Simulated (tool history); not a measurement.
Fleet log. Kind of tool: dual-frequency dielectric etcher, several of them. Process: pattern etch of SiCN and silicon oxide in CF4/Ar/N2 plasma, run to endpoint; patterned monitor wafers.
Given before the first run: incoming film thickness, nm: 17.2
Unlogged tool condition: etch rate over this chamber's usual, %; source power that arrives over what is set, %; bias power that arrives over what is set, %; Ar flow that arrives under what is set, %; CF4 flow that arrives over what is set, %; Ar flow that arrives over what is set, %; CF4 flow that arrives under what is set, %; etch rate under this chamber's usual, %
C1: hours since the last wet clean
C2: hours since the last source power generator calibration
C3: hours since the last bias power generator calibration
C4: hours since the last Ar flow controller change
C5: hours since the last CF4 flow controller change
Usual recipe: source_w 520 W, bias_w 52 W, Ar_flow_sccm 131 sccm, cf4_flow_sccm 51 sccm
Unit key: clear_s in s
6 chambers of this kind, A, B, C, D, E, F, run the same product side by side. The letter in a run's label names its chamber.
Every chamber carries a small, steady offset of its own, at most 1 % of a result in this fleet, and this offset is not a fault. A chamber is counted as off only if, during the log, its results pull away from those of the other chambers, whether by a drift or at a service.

run 1F day=0.250 | source_w=520 bias_w=52 Ar_flow_sccm=131 cf4_flow_sccm=51 | C1=57.3 C2=108.2 C3=2775.0 C4=747.4 C5=2334.1 | clear_s=21.498
run 2C day=0.446 | source_w=520 bias_w=52 Ar_flow_sccm=131 cf4_flow_sccm=51 | C1=280.4 C2=1172.5 C3=2890.9 C4=1831.6 C5=209.4 | clear_s=21.764
run 3B day=0.754 | source_w=520 bias_w=52 Ar_flow_sccm=131 cf4_flow_sccm=51 | C1=272.5 C2=3359.3 C3=2892.4 C4=1325.6 C5=897.1 | clear_s=21.885
run 4D day=1.058 | source_w=520 bias_w=52 Ar_flow_sccm=131 cf4_flow_sccm=51 | C1=427.5 C2=1372.7 C3=956.8 C4=1700.6 C5=3236.6 | clear_s=21.718
run 5A day=1.350 | source_w=520 bias_w=52 Ar_flow_sccm=131 cf4_flow_sccm=51 | C1=127.2 C2=1401.7 C3=593.0 C4=496.5 C5=1512.6 | clear_s=21.677
run 6E day=1.550 | source_w=520 bias_w=52 Ar_flow_sccm=131 cf4_flow_sccm=51 | C1=252.1 C2=3342.7 C3=1038.9 C4=1743.2 C5=2365.9 | clear_s=21.886
run 7C day=1.812 | source_w=520 bias_w=52 Ar_flow_sccm=131 cf4_flow_sccm=51 | C1=313.2 C2=1205.3 C3=2923.7 C4=1864.4 C5=242.2 | clear_s=21.582
-- day=1.900 chamber D: CF4 flow controller replaced
run 8A day=2.096 | source_w=520 bias_w=52 Ar_flow_sccm=131 cf4_flow_sccm=51 | C1=145.1 C2=1419.6 C3=610.9 C4=514.4 C5=1530.5 | clear_s=21.474
run 9D day=2.400 | source_w=520 bias_w=52 Ar_flow_sccm=131 cf4_flow_sccm=51 | C1=459.7 C2=1404.9 C3=989.0 C4=1732.8 C5=12.0 | clear_s=21.564
run 10F day=2.692 | source_w=520 bias_w=52 Ar_flow_sccm=131 cf4_flow_sccm=51 | C1=115.9 C2=166.8 C3=2833.6 C4=806.0 C5=2392.7 | clear_s=21.480
run 11B day=2.967 | source_w=520 bias_w=52 Ar_flow_sccm=131 cf4_flow_sccm=51 | C1=325.6 C2=3412.4 C3=2945.5 C4=1378.7 C5=950.2 | clear_s=21.934
run 12E day=3.262 | source_w=520 bias_w=52 Ar_flow_sccm=131 cf4_flow_sccm=51 | C1=293.2 C2=3383.8 C3=1080.0 C4=1784.3 C5=2407.0 | clear_s=21.858
run 13C day=3.579 | source_w=590 bias_w=48 Ar_flow_sccm=131 cf4_flow_sccm=51 | C1=355.6 C2=1247.7 C3=2966.1 C4=1906.8 C5=284.6 | clear_s=20.040
run 14F day=3.842 | source_w=590 bias_w=48 Ar_flow_sccm=131 cf4_flow_sccm=51 | C1=143.5 C2=194.4 C3=2861.2 C4=833.6 C5=2420.3 | clear_s=19.666
run 15B day=4.029 | source_w=590 bias_w=48 Ar_flow_sccm=131 cf4_flow_sccm=51 | C1=351.1 C2=3437.9 C3=2971.0 C4=1404.2 C5=975.7 | clear_s=20.011
run 16A day=4.350 | source_w=590 bias_w=48 Ar_flow_sccm=131 cf4_flow_sccm=51 | C1=199.2 C2=1473.7 C3=665.0 C4=568.5 C5=1584.6 | clear_s=19.626
run 17E day=4.508 | source_w=590 bias_w=48 Ar_flow_sccm=131 cf4_flow_sccm=51 | C1=323.1 C2=3413.7 C3=1109.9 C4=1814.2 C5=2436.9 | clear_s=19.885
run 18D day=4.771 | source_w=590 bias_w=48 Ar_flow_sccm=131 cf4_flow_sccm=51 | C1=516.6 C2=1461.8 C3=1045.9 C4=1789.7 C5=68.9 | clear_s=19.787
-- day=4.817 chamber C: wet clean of the chamber
run 19E day=4.929 | source_w=520 bias_w=61 Ar_flow_sccm=131 cf4_flow_sccm=51 | C1=333.2 C2=3423.8 C3=1120.0 C4=1824.3 C5=2447.0 | clear_s=20.618
run 20F day=5.117 | source_w=520 bias_w=61 Ar_flow_sccm=131 cf4_flow_sccm=51 | C1=174.1 C2=225.0 C3=2891.8 C4=864.2 C5=2450.9 | clear_s=20.264
run 21C day=5.325 | source_w=520 bias_w=61 Ar_flow_sccm=131 cf4_flow_sccm=51 | C1=12.3 C2=1289.6 C3=3008.0 C4=1948.7 C5=326.5 | clear_s=20.543
-- day=5.504 chamber C: Ar flow controller replaced
run 22A day=5.567 | source_w=520 bias_w=61 Ar_flow_sccm=131 cf4_flow_sccm=51 | C1=228.4 C2=1502.9 C3=694.2 C4=597.7 C5=1613.8 | clear_s=20.287
run 23B day=5.712 | source_w=520 bias_w=61 Ar_flow_sccm=131 cf4_flow_sccm=51 | C1=391.5 C2=3478.3 C3=3011.4 C4=1444.6 C5=1016.1 | clear_s=20.644
run 24D day=5.988 | source_w=520 bias_w=61 Ar_flow_sccm=131 cf4_flow_sccm=51 | C1=545.8 C2=1491.0 C3=1075.1 C4=1818.9 C5=98.1 | clear_s=20.555
run 25A day=6.146 | source_w=520 bias_w=52 Ar_flow_sccm=131 cf4_flow_sccm=51 | C1=242.3 C2=1516.8 C3=708.1 C4=611.6 C5=1627.7 | clear_s=21.503
-- day=6.321 chamber E: wet clean of the chamber
run 26E day=6.388 | source_w=520 bias_w=52 Ar_flow_sccm=131 cf4_flow_sccm=51 | C1=1.6 C2=3458.8 C3=1155.0 C4=1859.3 C5=2482.0 | clear_s=21.852
run 27F day=6.692 | source_w=520 bias_w=52 Ar_flow_sccm=131 cf4_flow_sccm=51 | C1=211.9 C2=262.8 C3=2929.6 C4=902.0 C5=2488.7 | clear_s=21.434
run 28B day=6.996 | source_w=520 bias_w=58 Ar_flow_sccm=103 cf4_flow_sccm=51 | C1=422.3 C2=3509.1 C3=3042.2 C4=1475.4 C5=1046.9 | clear_s=20.089
run 29D day=7.208 | source_w=520 bias_w=58 Ar_flow_sccm=103 cf4_flow_sccm=51 | C1=575.1 C2=1520.3 C3=1104.4 C4=1848.2 C5=127.4 | clear_s=19.929
run 30C day=7.433 | source_w=520 bias_w=58 Ar_flow_sccm=103 cf4_flow_sccm=51 | C1=62.9 C2=1340.2 C3=3058.6 C4=46.3 C5=377.1 | clear_s=19.876
-- day=7.638 chamber D: wet clean of the chamber
run 31B day=7.642 | source_w=520 bias_w=58 Ar_flow_sccm=103 cf4_flow_sccm=51 | C1=437.8 C2=3524.6 C3=3057.7 C4=1490.9 C5=1062.4 | clear_s=20.239
run 32C day=7.925 | source_w=520 bias_w=58 Ar_flow_sccm=103 cf4_flow_sccm=51 | C1=74.7 C2=1352.0 C3=3070.4 C4=58.1 C5=388.9 | clear_s=20.002
run 33E day=8.175 | source_w=520 bias_w=58 Ar_flow_sccm=103 cf4_flow_sccm=51 | C1=44.5 C2=3501.7 C3=1197.9 C4=1902.2 C5=2524.9 | clear_s=20.100
run 34D day=8.388 | source_w=410 bias_w=52 Ar_flow_sccm=131 cf4_flow_sccm=62 | C1=18.1 C2=1548.6 C3=1132.7 C4=1876.5 C5=155.7 | clear_s=25.526
run 35F day=8.625 | source_w=410 bias_w=52 Ar_flow_sccm=131 cf4_flow_sccm=62 | C1=258.3 C2=309.2 C3=2976.0 C4=948.4 C5=2535.1 | clear_s=25.825
run 36A day=8.788 | source_w=410 bias_w=52 Ar_flow_sccm=131 cf4_flow_sccm=62 | C1=305.7 C2=1580.2 C3=771.5 C4=675.0 C5=1691.1 | clear_s=25.631
run 37E day=9.067 | source_w=410 bias_w=52 Ar_flow_sccm=131 cf4_flow_sccm=62 | C1=65.9 C2=3523.1 C3=1219.3 C4=1923.6 C5=2546.3 | clear_s=25.934
run 38F day=9.354 | source_w=410 bias_w=52 Ar_flow_sccm=131 cf4_flow_sccm=62 | C1=275.8 C2=326.7 C3=2993.5 C4=965.9 C5=2552.6 | clear_s=25.572
run 39A day=9.683 | source_w=410 bias_w=52 Ar_flow_sccm=131 cf4_flow_sccm=62 | C1=327.2 C2=1601.7 C3=793.0 C4=696.5 C5=1712.6 | clear_s=25.902

Read the log: is a single chamber off, either drifting away or since a service, is the gauge that measures every chamber drifting, or is nothing wrong beyond small per-chamber offsets? Name any odd chamber and what most likely caused it.

Neither any chamber nor the gauge drifts; the chambers differ only by their own small, steady offsets.
